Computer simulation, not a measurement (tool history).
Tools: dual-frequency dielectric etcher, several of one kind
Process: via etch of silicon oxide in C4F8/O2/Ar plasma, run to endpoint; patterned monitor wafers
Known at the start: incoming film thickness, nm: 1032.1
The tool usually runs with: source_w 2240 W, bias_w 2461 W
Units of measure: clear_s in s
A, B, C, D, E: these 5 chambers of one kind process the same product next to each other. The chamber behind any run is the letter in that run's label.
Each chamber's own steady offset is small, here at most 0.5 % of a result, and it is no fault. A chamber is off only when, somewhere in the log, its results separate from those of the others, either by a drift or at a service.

Run 1C, hour 8: usual settings. Result: clear_s 182.3 s.
Run 2B, hour 17.1: usual settings. Result: clear_s 182.36 s.
Run 3A, hour 25.1: usual settings. Result: clear_s 184.91 s.
Run 4D, hour 34.2: usual settings. Result: clear_s 181.69 s.
Run 5E, hour 42.7: usual settings. Result: clear_s 182.69 s.
Run 6C, hour 48.6: usual settings. Result: clear_s 183.14 s.
Run 7D, hour 56.3: usual settings. Result: clear_s 186.13 s.
Run 8E, hour 62.9: usual settings. Result: clear_s 181.99 s.
Run 9A, hour 70.7: usual settings. Result: clear_s 183.16 s.
Run 10B, hour 75.7: usual settings but bias_w 2965 W. Result: clear_s 170.26 s.
Run 11D, hour 81.5: usual settings but bias_w 2965 W. Result: clear_s 174.59 s.
Run 12C, hour 91.3: usual settings but bias_w 2965 W. Result: clear_s 172.05 s.
At hour 98: chamber B: wet clean of the chamber.
Run 13A, hour 100.7: usual settings but bias_w 2965 W. Result: clear_s 173.45 s.
Run 14E, hour 105.1: usual settings but bias_w 2965 W. Result: clear_s 174.03 s.
Run 15B, hour 110.6: usual settings. Result: clear_s 181.7 s.
Run 16E, hour 115.3: usual settings. Result: clear_s 182.75 s.
Run 17D, hour 122.5: usual settings. Result: clear_s 184.71 s.
Run 18B, hour 132: usual settings. Result: clear_s 181.09 s.
Run 19C, hour 139.5: usual settings. Result: clear_s 185.14 s.
Run 20A, hour 148.3: usual settings. Result: clear_s 184.13 s.
Run 21A, hour 157.5: usual settings but source_w 2700 W. Result: clear_s 170.06 s.
Run 22E, hour 165: usual settings but source_w 2700 W. Result: clear_s 170.55 s.
Run 23C, hour 173: usual settings but source_w 2700 W. Result: clear_s 173.99 s.
Run 24B, hour 182.1: usual settings but source_w 2700 W. Result: clear_s 170.17 s.
Run 25D, hour 188.9: usual settings but source_w 2700 W. Result: clear_s 172.22 s.
Run 26C, hour 198.1: usual settings. Result: clear_s 188.82 s.
Run 27A, hour 205.4: usual settings. Result: clear_s 183.97 s.
At hour 210.7: chamber E: source power generator calibrated.
Run 28E, hour 211.4: usual settings. Result: clear_s 185.68 s.
Run 29D, hour 220.8: usual settings. Result: clear_s 185.48 s.
Run 30B, hour 227.6: usual settings. Result: clear_s 184.51 s.
Run 31D, hour 234.1: usual settings. Result: clear_s 184.69 s.
Run 32A, hour 242.2: usual settings. Result: clear_s 183.11 s.
Run 33E, hour 249.8: usual settings. Result: clear_s 182.72 s.
Run 34B, hour 254.8: usual settings. Result: clear_s 180.44 s.
Run 35C, hour 261.4: usual settings but source_w 1960 W. Result: clear_s 202.15 s.
At hour 264.5: chamber E: wet clean of the chamber.
Run 36E, hour 269.7: usual settings but source_w 1960 W. Result: clear_s 193.61 s.
Run 37A, hour 275.3: usual settings but source_w 1960 W. Result: clear_s 191.49 s.
Run 38D, hour 282.1: usual settings but source_w 1960 W. Result: clear_s 192.94 s.

Next, all 5 chambers run the settings below, one line each with question marks for the results. What does each chamber give?
Run 39A, hour 289.2: usual settings. Result: clear_s ?.
Run 39B, hour 289.2: usual settings. Result: clear_s ?.
Run 39C, hour 289.2: usual settings. Result: clear_s ?.
Run 39D, hour 289.2: usual settings. Result: clear_s ?.
Run 39E, hour 289.2: usual settings. Result: clear_s ?.

run  clear_s
39A    183.7
39B    181.9
39C   193.45
39D   183.44
39E    181.3

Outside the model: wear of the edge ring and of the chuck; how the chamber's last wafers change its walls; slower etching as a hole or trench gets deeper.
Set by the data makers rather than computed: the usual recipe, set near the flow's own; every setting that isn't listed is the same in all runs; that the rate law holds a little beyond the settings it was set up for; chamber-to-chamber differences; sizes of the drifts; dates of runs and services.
